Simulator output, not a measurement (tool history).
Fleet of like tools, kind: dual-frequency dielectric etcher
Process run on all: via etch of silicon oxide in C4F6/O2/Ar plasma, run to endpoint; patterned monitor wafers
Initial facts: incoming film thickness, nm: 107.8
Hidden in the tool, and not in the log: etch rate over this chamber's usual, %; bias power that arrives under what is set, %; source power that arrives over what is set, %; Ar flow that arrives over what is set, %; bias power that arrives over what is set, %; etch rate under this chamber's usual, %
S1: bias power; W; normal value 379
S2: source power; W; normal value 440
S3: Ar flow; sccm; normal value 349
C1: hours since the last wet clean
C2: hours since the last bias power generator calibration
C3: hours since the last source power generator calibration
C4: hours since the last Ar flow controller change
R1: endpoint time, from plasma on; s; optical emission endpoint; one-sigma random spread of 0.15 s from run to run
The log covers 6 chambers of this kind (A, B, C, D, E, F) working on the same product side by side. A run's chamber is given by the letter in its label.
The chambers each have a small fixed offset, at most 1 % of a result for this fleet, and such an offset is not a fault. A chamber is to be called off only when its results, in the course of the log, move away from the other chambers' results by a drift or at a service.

run,day,S1,S2,S3,C1,C2,C3,C4,R1
# day 0.229: chamber D: Ar flow controller replaced
1C,0.504,379,440,349,199.8,4879.6,2160.8,4071.2,25.868
2E,0.838,379,440,349,393.8,1897.7,43.1,3255.9,25.709
3B,1.450,379,440,349,239.9,2118.6,1591.8,1415.3,25.704
4A,2.067,379,440,349,106.0,3470.0,207.2,2075.7,25.831
5D,2.625,379,440,349,195.1,2344.9,1005.9,57.5,26.103
6F,3.208,379,440,349,390.0,1227.1,1723.5,1525.8,25.635
7B,3.704,379,440,349,294.0,2172.7,1645.9,1469.4,25.969
8A,4.175,379,440,349,156.6,3520.6,257.8,2126.3,25.866
9E,4.717,335,440,349,486.9,1990.8,136.2,3349.0,26.886
10C,5.017,335,440,349,308.1,4987.9,2269.1,4179.5,27.085
11F,5.379,335,440,349,442.1,1279.2,1775.6,1577.9,26.683
# day 5.421: chamber B: wet clean of the chamber
# day 5.521: chamber E: wet clean of the chamber
12D,5.825,335,440,349,271.9,2421.7,1082.7,134.3,27.124
13A,6.375,335,440,349,209.4,3573.4,310.6,2179.1,27.126
14D,6.654,335,440,349,291.8,2441.6,1102.6,154.2,27.356
15F,6.975,468,440,349,480.4,1317.5,1813.9,1616.2,23.995
16C,7.400,468,440,349,365.3,5045.1,2326.3,4236.7,23.906
17E,8.017,468,440,349,60.0,2070.0,215.4,3428.2,25.013
# day 8.375: chamber C: wet clean of the chamber
18B,8.375,468,440,349,71.0,2284.8,1758.0,1581.5,23.927
19B,8.888,468,440,349,83.3,2297.1,1770.3,1593.8,23.890
20E,9.262,468,440,349,89.9,2099.9,245.3,3458.1,25.338
21D,9.788,379,440,349,367.0,2516.8,1177.8,229.4,26.117
# day 10.167: chamber A: bias power generator calibrated
22A,10.283,379,440,349,303.2,2.8,404.4,2272.9,25.988
# day 10.446: chamber F: wet clean of the chamber
23C,10.712,379,440,349,56.1,5124.6,2405.8,4316.2,26.071
24F,11.096,379,440,349,15.7,1416.4,1912.8,1715.1,25.600
# day 11.362: chamber C: bias power generator calibrated
25B,11.408,379,440,349,143.8,2357.6,1830.8,1654.3,25.881
26E,11.846,379,440,349,151.9,2161.9,307.3,3520.1,27.138
27A,12.138,379,440,349,347.7,47.3,448.9,2317.4,25.733
28F,12.433,379,440,349,47.8,1448.5,1944.9,1747.2,25.889
29D,13.000,379,440,349,444.1,2593.9,1254.9,306.5,25.804
30C,13.412,299,440,349,120.9,49.2,2470.6,4381.0,28.209
31C,13.712,299,440,349,128.1,56.4,2477.8,4388.2,28.662
32A,14.292,299,440,349,399.4,99.0,500.6,2369.1,27.894
33B,14.808,299,440,349,225.4,2439.2,1912.4,1735.9,28.094
34E,15.338,299,440,349,235.7,2245.7,391.1,3603.9,29.255
35F,15.667,299,440,349,125.4,1526.1,2022.5,1824.8,27.817
36D,16.229,379,440,349,521.6,2671.4,1332.4,384.0,26.089
37A,16.833,428,540,349,460.4,160.0,561.6,2430.1,22.789

The same settings go to every chamber for the next run, one line per chamber below. Forecast the results for each:
38A,17.283,379,440,349,,,,,?
38B,17.283,379,440,349,,,,,?
38C,17.283,379,440,349,,,,,?
38D,17.283,379,440,349,,,,,?
38E,17.283,379,440,349,,,,,?
38F,17.283,379,440,349,,,,,?

run,R1
38A,25.919
38B,26.078
38C,26.096
38D,25.917
38E,26.931
38F,25.511
